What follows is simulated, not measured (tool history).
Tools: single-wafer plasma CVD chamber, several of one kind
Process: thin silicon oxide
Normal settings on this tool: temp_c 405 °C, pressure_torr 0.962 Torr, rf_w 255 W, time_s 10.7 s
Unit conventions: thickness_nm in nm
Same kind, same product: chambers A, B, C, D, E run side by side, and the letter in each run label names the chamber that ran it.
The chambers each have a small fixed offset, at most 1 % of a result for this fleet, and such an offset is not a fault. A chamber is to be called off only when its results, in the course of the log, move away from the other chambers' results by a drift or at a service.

run	hour	temp_c	pressure_torr	rf_w	time_s	hours since the last thermocouple change	hours since the last RF generator calibration	hours since the last manometer calibration	read-back reference wafer on the same gauge, thickness_nm	thickness_nm
1C	12.4	405	0.962	255	10.7	1940.4	1522.2	679.3	17.380	21.311
# hour 22.2: chamber B: RF generator calibrated
2B	22.3	405	0.962	255	10.7	1547.4	0.2	209.4	17.402	21.344
3D	28.1	405	0.962	255	10.7	1694.0	159.3	1485.0	17.429	21.297
# hour 28.4: chamber D: thermocouple changed; heater temperature recalibrated
4A	39.4	405	0.962	255	10.7	1434.7	497.0	505.3	17.374	21.359
5E	51.0	405	0.962	255	10.7	301.8	820.0	708.1	17.405	21.574
6C	57.9	405	0.962	255	10.7	1985.9	1567.7	724.8	17.410	21.581
7D	65.5	405	0.962	255	10.7	37.1	196.7	1522.4	17.397	21.262
# hour 76.2: chamber C: thermocouple changed; heater temperature recalibrated
8A	76.7	398	0.962	255	11.7	1472.0	534.3	542.6	17.421	23.466
9B	82.3	398	0.962	255	11.7	1607.4	60.2	269.4	17.409	23.432
10E	91.3	398	0.962	255	11.7	342.1	860.3	748.4	17.399	23.844
11B	101.5	398	0.962	255	11.7	1626.6	79.4	288.6	17.417	23.468
12D	114.3	398	0.962	255	11.7	85.9	245.5	1571.2	17.391	23.537
13A	124.5	405	0.962	255	10.7	1519.8	582.1	590.4	17.411	21.308
# hour 133.1: chamber E: RF generator calibrated
14C	135.7	405	0.962	255	10.7	59.6	1645.5	802.6	17.405	21.470
# hour 135.9: chamber A: thermocouple changed; heater temperature recalibrated
15E	144.0	405	0.962	255	10.7	394.8	11.0	801.1	17.387	21.376
16B	153.8	405	0.962	255	10.7	1678.9	131.7	340.9	17.403	21.254
17D	163.7	405	0.962	255	10.7	135.3	294.9	1620.6	17.403	21.750
18C	173.1	405	0.962	255	10.7	97.0	1682.9	840.0	17.400	21.394
19E	186.0	405	0.962	255	10.7	436.8	53.0	843.1	17.396	21.554
20A	194.8	405	0.962	255	10.7	59.0	652.4	660.7	17.417	21.513
21D	201.4	405	0.962	255	10.7	173.0	332.6	1658.3	17.400	21.783
22E	212.0	405	0.962	255	10.7	462.8	79.0	869.1	17.401	21.446
23B	222.6	405	0.962	255	12.2	1747.7	200.5	409.7	17.383	24.312
24A	228.5	405	0.962	255	12.2	92.7	686.1	694.4	17.398	24.366
# hour 234.1: chamber E: capacitance manometer re-zeroed and calibrated
25C	237.9	405	0.962	255	12.2	161.8	1747.7	904.8	17.398	24.504
26C	250.5	405	0.962	255	12.2	174.4	1760.3	917.4	17.390	24.502
27A	257.6	405	0.962	255	12.2	121.8	715.2	723.5	17.406	24.628
28D	265.6	405	0.962	255	10.7	237.2	396.8	1722.5	17.409	22.179
29E	272.3	405	0.962	255	10.7	523.1	139.3	38.2	17.406	21.376
30B	284.5	405	0.962	255	10.7	1809.6	262.4	471.6	17.397	21.370
31A	291.1	405	0.962	255	10.7	155.3	748.7	757.0	17.397	21.388
32D	298.2	405	0.962	255	10.7	269.8	429.4	1755.1	17.406	22.240

What goes on in this fleet: one chamber off, a drifting gauge, or nothing beyond the chambers' own small offsets? Name the chamber and the cause, if any.

Chamber D drifts away from the others.
Likeliest cause: true pressure above the setpoint (%) = 6.87.

Chamber D could run next with any of the 4 candidate recipes listed below; each alters the usual settings, and their results appear as question marks. Which one brings its results back in line with what the other chambers deliver on the usual settings?
In-line tolerance around the mean of the other chambers on the usual settings: thickness_nm 0.320 nm
33D-1	307.6	404	0.962	275	10.7					?
33D-2	307.6	424	0.962	255	10.7					?
33D-3	307.6	405	0.968	255	10.8					?
33D-4	307.6	405	0.941	255	10.5					?

What the other chambers average on the usual settings: thickness_nm 21.414 nm
run	thickness_nm
33D-1	23.061
33D-2	22.015
33D-3	22.584
33D-4	21.555
With 33D-4, the chamber falls back in line with the rest.
